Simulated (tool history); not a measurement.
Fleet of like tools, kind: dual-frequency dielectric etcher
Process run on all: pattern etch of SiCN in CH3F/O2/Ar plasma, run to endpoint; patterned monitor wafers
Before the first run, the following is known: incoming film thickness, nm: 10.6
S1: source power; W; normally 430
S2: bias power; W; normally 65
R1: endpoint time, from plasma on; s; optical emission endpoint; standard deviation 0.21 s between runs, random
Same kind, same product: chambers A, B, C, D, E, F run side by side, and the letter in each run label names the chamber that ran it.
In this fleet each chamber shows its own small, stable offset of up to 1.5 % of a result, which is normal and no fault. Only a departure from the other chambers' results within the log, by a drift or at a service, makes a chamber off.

| run | hour | S1 | S2 | R1 |
|---|---|---|---|---|
|  | 6.3 | chamber B: wet clean of the chamber |
| 1F | 8.3 | 430 | 65 | 28.408 |
| 2D | 16.3 | 430 | 65 | 28.538 |
| 3C | 24.7 | 430 | 65 | 28.559 |
| 4B | 30.5 | 430 | 65 | 28.189 |
| 5E | 36.8 | 320 | 60 | 32.847 |
| 6A | 44.2 | 320 | 60 | 32.514 |
| 7B | 49.8 | 320 | 60 | 32.684 |
| 8F | 58.3 | 320 | 60 | 32.633 |
| 9E | 66.6 | 320 | 60 | 33.601 |
| 10C | 71.1 | 320 | 60 | 32.655 |
| 11D | 78.5 | 430 | 65 | 28.545 |
| 12A | 86.5 | 430 | 65 | 28.472 |
| 13B | 93.5 | 430 | 65 | 28.329 |
| 14F | 101.4 | 430 | 65 | 28.573 |
| 15D | 107.7 | 430 | 65 | 28.229 |
| 16C | 116.2 | 430 | 65 | 28.573 |
| 17E | 121.2 | 430 | 65 | 29.024 |
| 18A | 128.6 | 430 | 65 | 28.126 |
| 19E | 133.3 | 430 | 65 | 29.251 |
| 20D | 141.4 | 430 | 65 | 28.593 |
| 21A | 146.8 | 430 | 65 | 28.231 |
| 22B | 151.1 | 430 | 65 | 28.543 |
|  | 154.7 | chamber D: wet clean of the chamber |
| 23F | 159.7 | 490 | 53 | 29.286 |
| 24C | 168.6 | 490 | 53 | 28.923 |
| 25A | 173.7 | 490 | 53 | 28.916 |
| 26B | 177.9 | 490 | 53 | 28.886 |
|  | 182.9 | chamber E: wet clean of the chamber |
| 27C | 184.7 | 490 | 53 | 29.146 |
| 28E | 193.7 | 490 | 53 | 29.551 |
| 29D | 198 | 430 | 65 | 28.694 |
| 30F | 207 | 430 | 65 | 28.099 |
| 31A | 212.1 | 430 | 65 | 28.507 |
| 32F | 217 | 430 | 65 | 28.644 |
| 33E | 221.9 | 430 | 65 | 28.791 |
| 34D | 227 | 430 | 65 | 28.721 |
| 35B | 233.3 | 430 | 65 | 28.425 |
| 36C | 239.8 | 430 | 65 | 28.576 |
| 37A | 247.5 | 460 | 71 | 26.422 |
| 38E | 251.6 | 460 | 71 | 27.496 |

All 6 chambers run these settings next. Forecast each chamber's results:
| 39A | 258.1 | 430 | 55 | ? |
| 39B | 258.1 | 430 | 55 | ? |
| 39C | 258.1 | 430 | 55 | ? |
| 39D | 258.1 | 430 | 55 | ? |
| 39E | 258.1 | 430 | 55 | ? |
| 39F | 258.1 | 430 | 55 | ? |

| run | R1 |
|---|---|
| 39A | 29.613 |
| 39B | 30.317 |
| 39C | 29.668 |
| 39D | 30.355 |
| 39E | 30.478 |
| 39F | 29.887 |
